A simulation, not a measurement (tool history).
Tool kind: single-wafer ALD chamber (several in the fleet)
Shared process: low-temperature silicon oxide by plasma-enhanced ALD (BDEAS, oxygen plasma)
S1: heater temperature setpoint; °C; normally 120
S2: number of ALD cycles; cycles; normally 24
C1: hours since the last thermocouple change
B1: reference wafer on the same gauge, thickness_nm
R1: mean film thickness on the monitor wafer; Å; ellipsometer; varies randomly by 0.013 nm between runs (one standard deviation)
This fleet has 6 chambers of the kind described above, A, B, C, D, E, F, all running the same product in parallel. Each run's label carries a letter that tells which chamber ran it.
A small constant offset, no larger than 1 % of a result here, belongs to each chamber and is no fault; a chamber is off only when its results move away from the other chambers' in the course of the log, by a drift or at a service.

Run 1A, day 0.288: usual settings; C1 339.7; B1 3.7236. Result: R1 33.209 Å.
At day 0.550: chamber F: thermocouple changed; heater temperature recalibrated.
Run 2E, day 0.579: usual settings; C1 68.4; B1 3.7236. Result: R1 33.198 Å.
Run 3F, day 0.958: usual settings; C1 9.9; B1 3.7209. Result: R1 32.983 Å.
Run 4D, day 1.146: usual settings; C1 403.0; B1 3.7157. Result: R1 32.987 Å.
Run 5B, day 1.308: usual settings; C1 2563.6; B1 3.7249. Result: R1 33.084 Å.
Run 6C, day 1.662: usual settings; C1 1285.0; B1 3.7182. Result: R1 32.822 Å.
Run 7B, day 1.892: usual settings; C1 2577.6; B1 3.7164. Result: R1 33.121 Å.
Run 8F, day 2.242: usual settings; C1 40.7; B1 3.7214. Result: R1 32.846 Å.
Run 9E, day 2.479: usual settings; C1 114.0; B1 3.7208. Result: R1 33.065 Å.
Run 10C, day 2.679: usual settings; C1 1309.4; B1 3.7222. Result: R1 32.939 Å.
Run 11A, day 2.983: usual settings but S1 106 °C, S2 27 cycles; C1 404.4; B1 3.7202. Result: R1 38.024 Å.
Run 12D, day 3.300: usual settings but S1 106 °C, S2 27 cycles; C1 454.7; B1 3.7159. Result: R1 37.737 Å.
Run 13C, day 3.558: usual settings but S1 106 °C, S2 27 cycles; C1 1330.5; B1 3.7234. Result: R1 38.089 Å.
Run 14D, day 3.767: usual settings but S1 106 °C, S2 27 cycles; C1 465.9; B1 3.7239. Result: R1 38.111 Å.
Run 15E, day 4.046: usual settings but S1 106 °C, S2 27 cycles; C1 151.6; B1 3.7188. Result: R1 38.102 Å.
Run 16F, day 4.262: usual settings but S1 106 °C, S2 27 cycles; C1 89.2; B1 3.7183. Result: R1 37.852 Å.
Run 17B, day 4.425: usual settings but S2 26 cycles; C1 2638.4; B1 3.7171. Result: R1 35.672 Å.
Run 18A, day 4.629: usual settings but S2 26 cycles; C1 443.9; B1 3.7195. Result: R1 35.939 Å.
Run 19F, day 4.804: usual settings but S2 26 cycles; C1 102.2; B1 3.7179. Result: R1 35.590 Å.
Run 20B, day 5.079: usual settings but S2 26 cycles; C1 2654.1; B1 3.7199. Result: R1 35.606 Å.
Run 21C, day 5.433: usual settings but S2 26 cycles; C1 1375.5; B1 3.7172. Result: R1 35.533 Å.
Run 22D, day 5.733: usual settings but S2 26 cycles; C1 513.1; B1 3.7218. Result: R1 35.452 Å.
Run 23E, day 5.983: usual settings; C1 198.1; B1 3.7231. Result: R1 33.319 Å.
Run 24A, day 6.283: usual settings; C1 483.6; B1 3.7170. Result: R1 32.883 Å.
Run 25E, day 6.488: usual settings but S1 105 °C, S2 20 cycles; C1 210.2; B1 3.7189. Result: R1 28.359 Å.
Run 26B, day 6.742: usual settings but S1 105 °C, S2 20 cycles; C1 2694.0; B1 3.7189. Result: R1 28.120 Å.
Run 27D, day 7.050: usual settings but S1 105 °C, S2 20 cycles; C1 544.7; B1 3.7194. Result: R1 28.090 Å.
Run 28A, day 7.279: usual settings but S1 105 °C, S2 20 cycles; C1 507.5; B1 3.7220. Result: R1 28.423 Å.
Run 29F, day 7.458: usual settings but S1 105 °C, S2 20 cycles; C1 165.9; B1 3.7180. Result: R1 28.369 Å.
Run 30C, day 7.650: usual settings but S1 105 °C, S2 20 cycles; C1 1428.7; B1 3.7250. Result: R1 28.451 Å.
Run 31B, day 7.812: usual settings; C1 2719.7; B1 3.7236. Result: R1 32.963 Å.
Run 32C, day 8.167: usual settings; C1 1441.1; B1 3.7200. Result: R1 33.094 Å.
Run 33F, day 8.329: usual settings; C1 186.8; B1 3.7155. Result: R1 32.794 Å.
Run 34D, day 8.679: usual settings; C1 583.8; B1 3.7215. Result: R1 32.835 Å.
Run 35A, day 8.921: usual settings; C1 546.9; B1 3.7204. Result: R1 32.861 Å.
At day 9.138: chamber B: thermocouple changed; heater temperature recalibrated.
Run 36E, day 9.138: usual settings; C1 273.8; B1 3.7234. Result: R1 33.154 Å.
Run 37B, day 9.450: usual settings; C1 7.5; B1 3.7220. Result: R1 32.583 Å.
Run 38A, day 9.812: usual settings but S1 131 °C; C1 568.3; B1 3.7201. Result: R1 32.528 Å.
Run 39E, day 10.004: usual settings but S1 131 °C; C1 294.6; B1 3.7187. Result: R1 32.310 Å.
Run 40D, day 10.208: usual settings but S1 131 °C; C1 620.5; B1 3.7193. Result: R1 32.034 Å.
Run 41C, day 10.396: usual settings but S1 131 °C; C1 1494.6; B1 3.7223. Result: R1 32.029 Å.
Run 42F, day 10.683: usual settings but S1 131 °C; C1 243.3; B1 3.7199. Result: R1 32.215 Å.

Decide between three cases: one chamber stands off from its peers, the gauge reading all wafers drifts, or nothing is wrong past each chamber's small offset. Where a chamber is off, say which and what most likely put it there.

Neither any chamber nor the gauge drifts; the chambers differ only by their own small, steady offsets.

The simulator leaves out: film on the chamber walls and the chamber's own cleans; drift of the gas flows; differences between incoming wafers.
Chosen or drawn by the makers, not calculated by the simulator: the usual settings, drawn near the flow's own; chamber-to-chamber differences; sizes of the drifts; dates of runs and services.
